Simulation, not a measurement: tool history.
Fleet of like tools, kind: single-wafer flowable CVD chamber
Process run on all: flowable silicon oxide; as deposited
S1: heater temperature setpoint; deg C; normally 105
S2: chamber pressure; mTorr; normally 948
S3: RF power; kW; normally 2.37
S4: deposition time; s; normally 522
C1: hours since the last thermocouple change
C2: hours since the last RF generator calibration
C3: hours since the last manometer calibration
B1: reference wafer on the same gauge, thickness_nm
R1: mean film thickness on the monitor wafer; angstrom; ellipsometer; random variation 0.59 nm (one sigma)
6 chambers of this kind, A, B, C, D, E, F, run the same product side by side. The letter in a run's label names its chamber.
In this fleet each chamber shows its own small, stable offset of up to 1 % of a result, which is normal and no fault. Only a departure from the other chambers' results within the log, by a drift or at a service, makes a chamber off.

{"run": "1F", "hour": 10.2, "S1": 105, "S2": 948, "S3": 2.37, "S4": 522, "C1": 694.3, "C2": 1297.1, "C3": 2261.2, "B1": 359.01, "R1": 3432.2}
{"run": "2E", "hour": 19.7, "S1": 105, "S2": 948, "S3": 2.37, "S4": 522, "C1": 723.9, "C2": 1374.2, "C3": 556.6, "B1": 359.07, "R1": 3405.6}
{"run": "3B", "hour": 28.8, "S1": 105, "S2": 948, "S3": 2.37, "S4": 522, "C1": 2366.7, "C2": 1551.3, "C3": 1553.8, "B1": 359.1, "R1": 3427.9}
{"run": "4A", "hour": 37.0, "S1": 105, "S2": 948, "S3": 2.37, "S4": 522, "C1": 711.1, "C2": 434.6, "C3": 1295.5, "B1": 359.21, "R1": 3392.5}
{"run": "5D", "hour": 48.7, "S1": 105, "S2": 948, "S3": 2.755, "S4": 522, "C1": 539.5, "C2": 889.7, "C3": 1300.2, "B1": 359.11, "R1": 3477.1}
{"run": "6C", "hour": 62.7, "S1": 105, "S2": 948, "S3": 2.755, "S4": 522, "C1": 145.9, "C2": 304.9, "C3": 91.2, "B1": 359.36, "R1": 3469.4}
{"run": "7D", "hour": 71.1, "S1": 105, "S2": 948, "S3": 2.755, "S4": 522, "C1": 561.9, "C2": 912.1, "C3": 1322.6, "B1": 359.49, "R1": 3474.9}
{"run": "8A", "hour": 78.7, "S1": 105, "S2": 948, "S3": 2.755, "S4": 522, "C1": 752.8, "C2": 476.3, "C3": 1337.2, "B1": 359.51, "R1": 3469}
{"run": "9C", "hour": 89.4, "S1": 105, "S2": 948, "S3": 2.755, "S4": 522, "C1": 172.6, "C2": 331.6, "C3": 117.9, "B1": 359.42, "R1": 3479.6}
{"run": "10E", "hour": 96.9, "S1": 105, "S2": 948, "S3": 2.755, "S4": 522, "C1": 801.1, "C2": 1451.4, "C3": 633.8, "B1": 359.52, "R1": 3483.4}
{"run": "11F", "hour": 105.8, "S1": 105, "S2": 948, "S3": 2.37, "S4": 522, "C1": 789.9, "C2": 1392.7, "C3": 2356.8, "B1": 359.5, "R1": 3420.4}
{"hour": 109.7, "done": "chamber B: thermocouple changed; heater temperature recalibrated"}
{"run": "12B", "hour": 115.7, "S1": 105, "S2": 948, "S3": 2.37, "S4": 522, "C1": 6.1, "C2": 1638.2, "C3": 1640.7, "B1": 359.87, "R1": 3425.8}
{"run": "13E", "hour": 130.2, "S1": 105, "S2": 948, "S3": 2.37, "S4": 522, "C1": 834.4, "C2": 1484.7, "C3": 667.1, "B1": 359.72, "R1": 3408}
{"hour": 130.6, "done": "chamber F: capacitance manometer re-zeroed and calibrated"}
{"run": "14C", "hour": 138.7, "S1": 105, "S2": 948, "S3": 2.37, "S4": 522, "C1": 221.9, "C2": 380.9, "C3": 167.2, "B1": 359.85, "R1": 3409.7}
{"run": "15D", "hour": 149.4, "S1": 105, "S2": 948, "S3": 2.37, "S4": 522, "C1": 640.2, "C2": 990.4, "C3": 1400.9, "B1": 359.93, "R1": 3400}
{"run": "16F", "hour": 164.2, "S1": 105, "S2": 948, "S3": 2.37, "S4": 522, "C1": 848.3, "C2": 1451.1, "C3": 33.7, "B1": 359.8, "R1": 3431.6}
{"run": "17B", "hour": 176.5, "S1": 105, "S2": 948, "S3": 2.37, "S4": 522, "C1": 66.9, "C2": 1699, "C3": 1701.5, "B1": 359.89, "R1": 3415.9}
{"run": "18A", "hour": 188.0, "S1": 105, "S2": 948, "S3": 2.37, "S4": 522, "C1": 862.1, "C2": 585.6, "C3": 1446.5, "B1": 360.2, "R1": 3408.2}
{"run": "19F", "hour": 199.4, "S1": 105, "S2": 948, "S3": 2.37, "S4": 522, "C1": 883.5, "C2": 1486.3, "C3": 68.9, "B1": 360.21, "R1": 3424.3}
{"run": "20A", "hour": 210.9, "S1": 105, "S2": 948, "S3": 2.37, "S4": 522, "C1": 885, "C2": 608.5, "C3": 1469.4, "B1": 360.19, "R1": 3397.3}
{"run": "21C", "hour": 224.2, "S1": 105, "S2": 948, "S3": 2.37, "S4": 522, "C1": 307.4, "C2": 466.4, "C3": 252.7, "B1": 360.25, "R1": 3418.7}
{"run": "22B", "hour": 233.6, "S1": 94, "S2": 948, "S3": 2.535, "S4": 522, "C1": 124, "C2": 1756.1, "C3": 1758.6, "B1": 360.34, "R1": 4945.6}
{"run": "23D", "hour": 247.8, "S1": 94, "S2": 948, "S3": 2.535, "S4": 522, "C1": 738.6, "C2": 1088.8, "C3": 1499.3, "B1": 360.56, "R1": 4965.7}
{"run": "24E", "hour": 259.9, "S1": 94, "S2": 948, "S3": 2.535, "S4": 522, "C1": 964.1, "C2": 1614.4, "C3": 796.8, "B1": 360.46, "R1": 4986.5}
{"run": "25C", "hour": 268.5, "S1": 94, "S2": 948, "S3": 2.535, "S4": 522, "C1": 351.7, "C2": 510.7, "C3": 297, "B1": 360.5, "R1": 4984.3}
{"run": "26E", "hour": 284.4, "S1": 94, "S2": 948, "S3": 2.535, "S4": 522, "C1": 988.6, "C2": 1638.9, "C3": 821.3, "B1": 360.7, "R1": 4971.4}
{"run": "27A", "hour": 298.6, "S1": 94, "S2": 948, "S3": 2.535, "S4": 522, "C1": 972.7, "C2": 696.2, "C3": 1557.1, "B1": 360.65, "R1": 4945.7}
{"run": "28F", "hour": 308.8, "S1": 105, "S2": 948, "S3": 2.37, "S4": 522, "C1": 992.9, "C2": 1595.7, "C3": 178.3, "B1": 360.66, "R1": 3439.8}
{"run": "29D", "hour": 316.7, "S1": 105, "S2": 948, "S3": 2.37, "S4": 522, "C1": 807.5, "C2": 1157.7, "C3": 1568.2, "B1": 360.84, "R1": 3431.4}
{"run": "30B", "hour": 325.0, "S1": 105, "S2": 948, "S3": 2.37, "S4": 565, "C1": 215.4, "C2": 1847.5, "C3": 1850, "B1": 360.91, "R1": 3710}
{"run": "31E", "hour": 338.4, "S1": 105, "S2": 948, "S3": 2.37, "S4": 565, "C1": 1042.6, "C2": 1692.9, "C3": 875.3, "B1": 360.84, "R1": 3710.3}
{"run": "32B", "hour": 348.5, "S1": 105, "S2": 948, "S3": 2.37, "S4": 565, "C1": 238.9, "C2": 1871, "C3": 1873.5, "B1": 360.85, "R1": 3712.5}
{"run": "33F", "hour": 363.5, "S1": 105, "S2": 948, "S3": 2.37, "S4": 565, "C1": 1047.6, "C2": 1650.4, "C3": 233, "B1": 361.35, "R1": 3723}
{"run": "34A", "hour": 378.0, "S1": 105, "S2": 948, "S3": 2.37, "S4": 565, "C1": 1052.1, "C2": 775.6, "C3": 1636.5, "B1": 361.05, "R1": 3697.8}
{"run": "35D", "hour": 390.3, "S1": 105, "S2": 948, "S3": 2.37, "S4": 565, "C1": 881.1, "C2": 1231.3, "C3": 1641.8, "B1": 361.11, "R1": 3713.7}
{"run": "36C", "hour": 399.9, "S1": 105, "S2": 948, "S3": 2.37, "S4": 522, "C1": 483.1, "C2": 642.1, "C3": 428.4, "B1": 361.19, "R1": 3426.8}
{"run": "37E", "hour": 407.6, "S1": 105, "S2": 948, "S3": 2.37, "S4": 522, "C1": 1111.8, "C2": 1762.1, "C3": 944.5, "B1": 361.34, "R1": 3428.1}
{"run": "38A", "hour": 420.6, "S1": 105, "S2": 948, "S3": 2.37, "S4": 522, "C1": 1094.7, "C2": 818.2, "C3": 1679.1, "B1": 361.47, "R1": 3420.7}
{"run": "39C", "hour": 428.2, "S1": 105, "S2": 948, "S3": 2.37, "S4": 522, "C1": 511.4, "C2": 670.4, "C3": 456.7, "B1": 361.2, "R1": 3424.7}

Next, every chamber runs the same settings. What will each give?
{"run": "40A", "hour": 439.9, "S1": 105, "S2": 948, "S3": 2.37, "S4": 522, "R1": "?"}
{"run": "40B", "hour": 439.9, "S1": 105, "S2": 948, "S3": 2.37, "S4": 522, "R1": "?"}
{"run": "40C", "hour": 439.9, "S1": 105, "S2": 948, "S3": 2.37, "S4": 522, "R1": "?"}
{"run": "40D", "hour": 439.9, "S1": 105, "S2": 948, "S3": 2.37, "S4": 522, "R1": "?"}
{"run": "40E", "hour": 439.9, "S1": 105, "S2": 948, "S3": 2.37, "S4": 522, "R1": "?"}
{"run": "40F", "hour": 439.9, "S1": 105, "S2": 948, "S3": 2.37, "S4": 522, "R1": "?"}

run=40A R1=3422.2
run=40B R1=3441.5
run=40C R1=3429.1
run=40D R1=3427.2
run=40E R1=3426.6
run=40F R1=3436.1

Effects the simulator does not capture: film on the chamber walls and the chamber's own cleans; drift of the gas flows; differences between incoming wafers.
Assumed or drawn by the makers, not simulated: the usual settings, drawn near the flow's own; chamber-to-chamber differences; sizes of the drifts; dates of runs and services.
